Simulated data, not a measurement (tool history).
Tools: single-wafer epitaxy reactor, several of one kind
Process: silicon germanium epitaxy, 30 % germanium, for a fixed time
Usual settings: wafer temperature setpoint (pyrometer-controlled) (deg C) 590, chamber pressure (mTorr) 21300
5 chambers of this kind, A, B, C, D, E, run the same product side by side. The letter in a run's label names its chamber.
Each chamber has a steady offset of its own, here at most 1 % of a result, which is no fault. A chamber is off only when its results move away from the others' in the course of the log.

run	hour	wafer temperature setpoint (pyrometer-controlled) (deg C)	chamber pressure (mTorr)	hours since the last pyrometer calibration	hours since the last manometer calibration	read-back reference wafer on the same gauge, thickness_nm	mean film thickness on the monitor wafer (nm)
1A	13.7	590	21300	699.2	250.3	50.773	49.848
2B	29.2	590	21300	417.3	357	50.835	50.465
3E	39.1	590	21300	606.5	2555.4	50.86	50.204
4C	50.5	590	21300	1335.8	1070.9	50.814	50.849
5D	57.9	590	21300	1850.5	1080.1	50.805	50.106
6D	73.3	590	21300	1865.9	1095.5	50.816	50.132
7A	84.7	590	21300	770.2	321.3	50.81	50.412
8C	96.6	590	21300	1381.9	1117	50.774	49.99
9B	109.7	590	21300	497.8	437.5	50.783	50.037
10E	121.5	590	21300	688.9	2637.8	50.745	49.854
11E	132	590	21300	699.4	2648.3	50.737	50.087
12B	143.3	590	21300	531.4	471.1	50.797	49.992
13C	154.4	604	25100	1439.7	1174.8	50.839	69.496
14D	163.1	604	25100	1955.7	1185.3	50.791	68.975
15A	177.2	604	25100	862.7	413.8	50.805	69.354
16A	184.6	604	25100	870.1	421.2	50.74	68.783
17D	195.1	604	25100	1987.7	1217.3	50.856	69.086
18B	204.7	590	21300	592.8	532.5	50.792	50.067
19C	213.6	590	21300	1498.9	1234	50.782	50.249
# hour 215.4: chamber C: capacitance manometer re-zeroed and calibrated
20E	228.6	590	21300	796	2744.9	50.766	50.454
# hour 229.3: chamber D: pyrometer calibrated
21B	244.8	590	21300	632.9	572.6	50.77	50.523
22E	259.4	590	21300	826.8	2775.7	50.778	49.964
23A	272.6	590	21300	958.1	509.2	50.835	49.679
24D	287.2	590	21300	58	1309.4	50.795	52.655
25C	302.4	590	21300	1587.7	87	50.858	50.263
26A	310.2	590	21300	995.7	546.8	50.785	49.998
27E	321.4	590	21300	888.8	2837.7	50.852	50.311
28D	331.3	590	21300	102.1	1353.5	50.798	52.731
29B	347	590	21300	735.1	674.8	50.771	50.628
30C	357.7	590	19000	1643	142.3	50.74	48.259
31C	369.5	590	19000	1654.8	154.1	50.813	48.34
32D	378.6	590	19000	149.4	1400.8	50.845	50.623
33A	390.3	590	19000	1075.8	626.9	50.817	47.611
34E	403.2	590	19000	970.6	2919.5	50.754	48.161
35B	413	599	25000	801.1	740.8	50.806	62.707
36C	420	599	25000	1705.3	204.6	50.785	63.318
37E	429.6	599	25000	997	2945.9	50.838	63.604

All 5 chambers run these settings next. Forecast each chamber's results:
38A	441.3	581	21300				?
38B	441.3	581	21300				?
38C	441.3	581	21300				?
38D	441.3	581	21300				?
38E	441.3	581	21300				?

run	mean film thickness on the monitor wafer (nm)
38A	41.712
38B	42.83
38C	42.534
38D	44
38E	42.568
